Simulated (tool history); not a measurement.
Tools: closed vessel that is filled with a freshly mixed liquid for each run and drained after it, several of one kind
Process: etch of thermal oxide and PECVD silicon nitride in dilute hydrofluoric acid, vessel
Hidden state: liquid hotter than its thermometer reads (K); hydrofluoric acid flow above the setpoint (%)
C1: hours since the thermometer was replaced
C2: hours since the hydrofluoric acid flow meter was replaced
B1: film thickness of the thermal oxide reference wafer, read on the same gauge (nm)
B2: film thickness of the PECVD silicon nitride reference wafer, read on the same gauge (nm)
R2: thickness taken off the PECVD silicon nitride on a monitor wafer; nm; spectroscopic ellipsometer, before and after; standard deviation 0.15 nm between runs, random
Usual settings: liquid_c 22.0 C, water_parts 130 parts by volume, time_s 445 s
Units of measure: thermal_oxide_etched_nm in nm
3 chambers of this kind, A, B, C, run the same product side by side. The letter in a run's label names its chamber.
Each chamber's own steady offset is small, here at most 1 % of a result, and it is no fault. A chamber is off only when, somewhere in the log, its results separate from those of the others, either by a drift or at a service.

run 1B hour=5.2 | liquid_c=22.0 water_parts=130 time_s=445 | C1=247.1 C2=283.6 | B1=110.00 B2=79.997 | thermal_oxide_etched_nm=14.626 R2=15.629
run 2A hour=10.7 | liquid_c=22.0 water_parts=130 time_s=445 | C1=138.4 C2=393.0 | B1=109.96 B2=80.003 | thermal_oxide_etched_nm=14.574 R2=15.897
run 3C hour=15.7 | liquid_c=22.0 water_parts=130 time_s=445 | C1=728.3 C2=552.9 | B1=109.96 B2=80.000 | thermal_oxide_etched_nm=14.727 R2=15.732
run 4B hour=22.0 | liquid_c=22.0 water_parts=130 time_s=445 | C1=263.9 C2=300.4 | B1=110.04 B2=80.010 | thermal_oxide_etched_nm=14.449 R2=15.729
run 5C hour=27.8 | liquid_c=22.0 water_parts=130 time_s=445 | C1=740.4 C2=565.0 | B1=110.01 B2=80.005 | thermal_oxide_etched_nm=14.713 R2=15.811
run 6A hour=31.6 | liquid_c=22.0 water_parts=130 time_s=445 | C1=159.3 C2=413.9 | B1=110.03 B2=80.021 | thermal_oxide_etched_nm=14.683 R2=15.909
run 7C hour=36.7 | liquid_c=22.0 water_parts=130 time_s=445 | C1=749.3 C2=573.9 | B1=109.98 B2=79.994 | thermal_oxide_etched_nm=14.545 R2=16.214
run 8A hour=43.2 | liquid_c=22.0 water_parts=130 time_s=445 | C1=170.9 C2=425.5 | B1=109.95 B2=79.998 | thermal_oxide_etched_nm=14.668 R2=16.016
run 9B hour=49.2 | liquid_c=22.0 water_parts=130 time_s=445 | C1=291.1 C2=327.6 | B1=110.03 B2=79.985 | thermal_oxide_etched_nm=14.636 R2=15.796
run 10C hour=52.7 | liquid_c=22.0 water_parts=130 time_s=445 | C1=765.3 C2=589.9 | B1=110.00 B2=80.004 | thermal_oxide_etched_nm=14.762 R2=16.226
run 11B hour=58.0 | liquid_c=22.0 water_parts=130 time_s=445 | C1=299.9 C2=336.4 | B1=110.02 B2=80.010 | thermal_oxide_etched_nm=14.523 R2=15.880
run 12A hour=62.5 | liquid_c=22.0 water_parts=130 time_s=445 | C1=190.2 C2=444.8 | B1=110.00 B2=79.999 | thermal_oxide_etched_nm=14.788 R2=15.972
run 13C hour=67.8 | liquid_c=22.0 water_parts=130 time_s=445 | C1=780.4 C2=605.0 | B1=109.99 B2=80.007 | thermal_oxide_etched_nm=14.992 R2=16.353
run 14B hour=75.8 | liquid_c=22.0 water_parts=130 time_s=445 | C1=317.7 C2=354.2 | B1=109.99 B2=79.993 | thermal_oxide_etched_nm=14.764 R2=15.738
run 15A hour=79.5 | liquid_c=22.0 water_parts=130 time_s=445 | C1=207.2 C2=461.8 | B1=109.98 B2=79.976 | thermal_oxide_etched_nm=14.648 R2=15.775
run 16C hour=85.0 | liquid_c=22.0 water_parts=130 time_s=445 | C1=797.6 C2=622.2 | B1=110.00 B2=80.000 | thermal_oxide_etched_nm=15.372 R2=16.858
run 17A hour=88.9 | liquid_c=22.0 water_parts=130 time_s=445 | C1=216.6 C2=471.2 | B1=110.03 B2=79.993 | thermal_oxide_etched_nm=14.599 R2=16.098
run 18B hour=94.2 | liquid_c=20.5 water_parts=130 time_s=445 | C1=336.1 C2=372.6 | B1=110.02 B2=80.003 | thermal_oxide_etched_nm=13.975 R2=14.239
run 19C hour=98.2 | liquid_c=20.5 water_parts=130 time_s=445 | C1=810.8 C2=635.4 | B1=110.01 B2=80.000 | thermal_oxide_etched_nm=14.458 R2=15.618
run 20A hour=102.9 | liquid_c=20.5 water_parts=130 time_s=445 | C1=230.6 C2=485.2 | B1=109.97 B2=80.008 | thermal_oxide_etched_nm=13.757 R2=14.367
run 21B hour=108.6 | liquid_c=22.0 water_parts=130 time_s=445 | C1=350.5 C2=387.0 | B1=109.98 B2=80.006 | thermal_oxide_etched_nm=14.600 R2=15.759
run 22C hour=114.1 | liquid_c=22.0 water_parts=130 time_s=445 | C1=826.7 C2=651.3 | B1=110.00 B2=79.997 | thermal_oxide_etched_nm=15.561 R2=17.484
run 23A hour=120.9 | liquid_c=22.0 water_parts=130 time_s=445 | C1=248.6 C2=503.2 | B1=110.02 B2=80.000 | thermal_oxide_etched_nm=14.625 R2=16.053
run 24B hour=127.6 | liquid_c=17.5 water_parts=130 time_s=570 | C1=369.5 C2=406.0 | B1=110.02 B2=79.996 | thermal_oxide_etched_nm=15.687 R2=14.774
run 25A hour=131.1 | liquid_c=17.5 water_parts=130 time_s=570 | C1=258.8 C2=513.4 | B1=110.05 B2=79.996 | thermal_oxide_etched_nm=15.798 R2=14.979

The same settings go to every chamber for the next run, one line per chamber below. Forecast the results for each:
run 26A hour=136.9 | liquid_c=22.0 water_parts=170 time_s=445 | thermal_oxide_etched_nm=? R2=?
run 26B hour=136.9 | liquid_c=22.0 water_parts=170 time_s=445 | thermal_oxide_etched_nm=? R2=?
run 26C hour=136.9 | liquid_c=22.0 water_parts=170 time_s=445 | thermal_oxide_etched_nm=? R2=?

run=26A thermal_oxide_etched_nm=10.621 R2=12.131
run=26B thermal_oxide_etched_nm=10.568 R2=12.011
run=26C thermal_oxide_etched_nm=11.501 R2=13.711

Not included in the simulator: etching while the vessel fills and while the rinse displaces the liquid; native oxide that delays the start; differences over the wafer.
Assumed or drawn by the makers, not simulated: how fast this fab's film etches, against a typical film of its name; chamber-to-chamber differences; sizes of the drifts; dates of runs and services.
